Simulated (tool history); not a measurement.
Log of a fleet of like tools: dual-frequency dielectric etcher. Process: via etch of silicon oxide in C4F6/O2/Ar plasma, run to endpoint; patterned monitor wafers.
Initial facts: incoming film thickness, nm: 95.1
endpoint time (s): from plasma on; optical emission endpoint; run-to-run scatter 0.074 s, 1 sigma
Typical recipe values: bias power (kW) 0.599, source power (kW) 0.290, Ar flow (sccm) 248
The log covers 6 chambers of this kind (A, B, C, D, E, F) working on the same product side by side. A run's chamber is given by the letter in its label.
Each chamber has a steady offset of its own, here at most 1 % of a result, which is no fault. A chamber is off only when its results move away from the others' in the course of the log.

run   hour  bias power (kW)  source power (kW)  Ar flow (sccm)  hours since the last wet clean  hours since the last bias power generator calibration  hours since the last source power generator calibration  hours since the last Ar flow controller change  endpoint time (s)
 1C    7.3            0.599              0.290             248                            55.5                                                 2766.0                                                   2867.6                                           208.6             21.389
 2A   14.9            0.599              0.290             248                            98.7                                                 4871.5                                                    586.5                                           795.2             21.636
 3D   21.3            0.599              0.290             248                           362.0                                                 1642.9                                                   2033.9                                          1158.5             21.601
 4F   27.6            0.599              0.290             248                           383.3                                                 1324.4                                                   1470.7                                          3299.8             21.283
 5B   34.6            0.599              0.290             248                           191.6                                                  767.8                                                   2728.0                                          1524.3             21.539
 6E   43.8            0.599              0.290             248                           126.7                                                  690.2                                                   1828.2                                          3136.2             21.382
 7C   52.9            0.599              0.290             248                           101.1                                                 2811.6                                                   2913.2                                           254.2             21.419
 8F   58.3            0.599              0.290             248                           414.0                                                 1355.1                                                   1501.4                                          3330.5             21.294
 9D   65.4            0.599              0.350             248                           406.1                                                 1687.0                                                   2078.0                                          1202.6             20.125
10B   69.8            0.599              0.350             248                           226.8                                                  803.0                                                   2763.2                                          1559.5             20.230
11A   74.1            0.599              0.350             248                           157.9                                                 4930.7                                                    645.7                                           854.4             20.165
12E   78.6            0.599              0.350             248                           161.5                                                  725.0                                                   1863.0                                          3171.0             20.108
13C   86.3            0.599              0.350             248                           134.5                                                 2845.0                                                   2946.6                                           287.6             19.892
14D   93.1            0.599              0.350             248                           433.8                                                 1714.7                                                   2105.7                                          1230.3             20.146
15F   99.0            0.599              0.290             248                           454.7                                                 1395.8                                                   1542.1                                          3371.2             21.326
     103.5  -- chamber A: bias power generator calibrated
16E  104.0            0.599              0.290             248                           186.9                                                  750.4                                                   1888.4                                          3196.4             21.466
17A  109.0            0.599              0.290             248                           192.8                                                    5.5                                                    680.6                                           889.3             21.548
18B  115.7            0.599              0.290             248                           272.7                                                  848.9                                                   2809.1                                          1605.4             21.832
19E  123.9            0.599              0.230             248                           206.8                                                  770.3                                                   1908.3                                          3216.3             23.337
20A  132.0            0.599              0.230             248                           215.8                                                   28.5                                                    703.6                                           912.3             23.318
21D  138.0            0.599              0.230             248                           478.7                                                 1759.6                                                   2150.6                                          1275.2             23.295
22B  145.6            0.599              0.230             248                           302.6                                                  878.8                                                   2839.0                                          1635.3             23.927
23C  150.6            0.599              0.230             248                           198.8                                                 2909.3                                                   3010.9                                           351.9             23.406
24F  155.9            0.599              0.230             248                           511.6                                                 1452.7                                                   1599.0                                          3428.1             23.234
25A  160.3            0.599              0.290             248                           244.1                                                   56.8                                                    731.9                                           940.6             21.591
26F  168.4            0.599              0.290             248                           524.1                                                 1465.2                                                   1611.5                                          3440.6             21.339
27E  176.6            0.462              0.290             248                           259.5                                                  823.0                                                   1961.0                                          3269.0             23.645
28B  183.8            0.462              0.290             248                           340.8                                                  917.0                                                   2877.2                                          1673.5             24.437
29D  188.0            0.462              0.290             248                           528.7                                                 1809.6                                                   2200.6                                          1325.2             23.660
30C  196.9            0.462              0.290             248                           245.1                                                 2955.6                                                   3057.2                                           398.2             23.475
31D  205.6            0.462              0.290             248                           546.3                                                 1827.2                                                   2218.2                                          1342.8             23.769
32B  214.4            0.462              0.290             248                           371.4                                                  947.6                                                   2907.8                                          1704.1             24.473
33F  220.5            0.599              0.290             248                           576.2                                                 1517.3                                                   1663.6                                          3492.7             21.458
34E  229.7            0.599              0.310             248                           312.6                                                  876.1                                                   2014.1                                          3322.1             21.059
35C  237.3            0.599              0.310             248                           285.5                                                 2996.0                                                   3097.6                                           438.6             20.808
36A  244.0            0.599              0.310             248                           327.8                                                  140.5                                                    815.6                                          1024.3             21.147
37C  253.2            0.599              0.310             248                           301.4                                                 3011.9                                                   3113.5                                           454.5             20.750

What goes on in this fleet: one chamber off, a drifting gauge, or nothing beyond the chambers' own small offsets? Name the chamber and the cause, if any.

Chamber B drifts away from the others.
Cause: etch rate under this chamber's usual, % = 3.88.

Below are 4 candidate recipes for chamber B's next run, each the usual settings with a change, their results shown as question marks. Which of them brings B's results back in line with what the other chambers give on the usual settings?
Counts as in line when no further than this from what the other chambers average on the usual settings: endpoint time (s) 0.260
38B-1  260.0            0.599              0.330             248                                                                                                                                                                                                                  ?
38B-2  260.0            0.629              0.290             245                                                                                                                                                                                                                  ?
38B-3  260.0            0.582              0.280             250                                                                                                                                                                                                                  ?
38B-4  260.0            0.534              0.290             248                                                                                                                                                                                                                  ?

On the usual settings, the other chambers give on average: endpoint time (s) 21.440
  run  endpoint time (s)
38B-1             21.365
38B-2             21.940
38B-3             22.961
38B-4             23.419
The answer is 38B-1, which returns the chamber to within the allowed miss of the others.

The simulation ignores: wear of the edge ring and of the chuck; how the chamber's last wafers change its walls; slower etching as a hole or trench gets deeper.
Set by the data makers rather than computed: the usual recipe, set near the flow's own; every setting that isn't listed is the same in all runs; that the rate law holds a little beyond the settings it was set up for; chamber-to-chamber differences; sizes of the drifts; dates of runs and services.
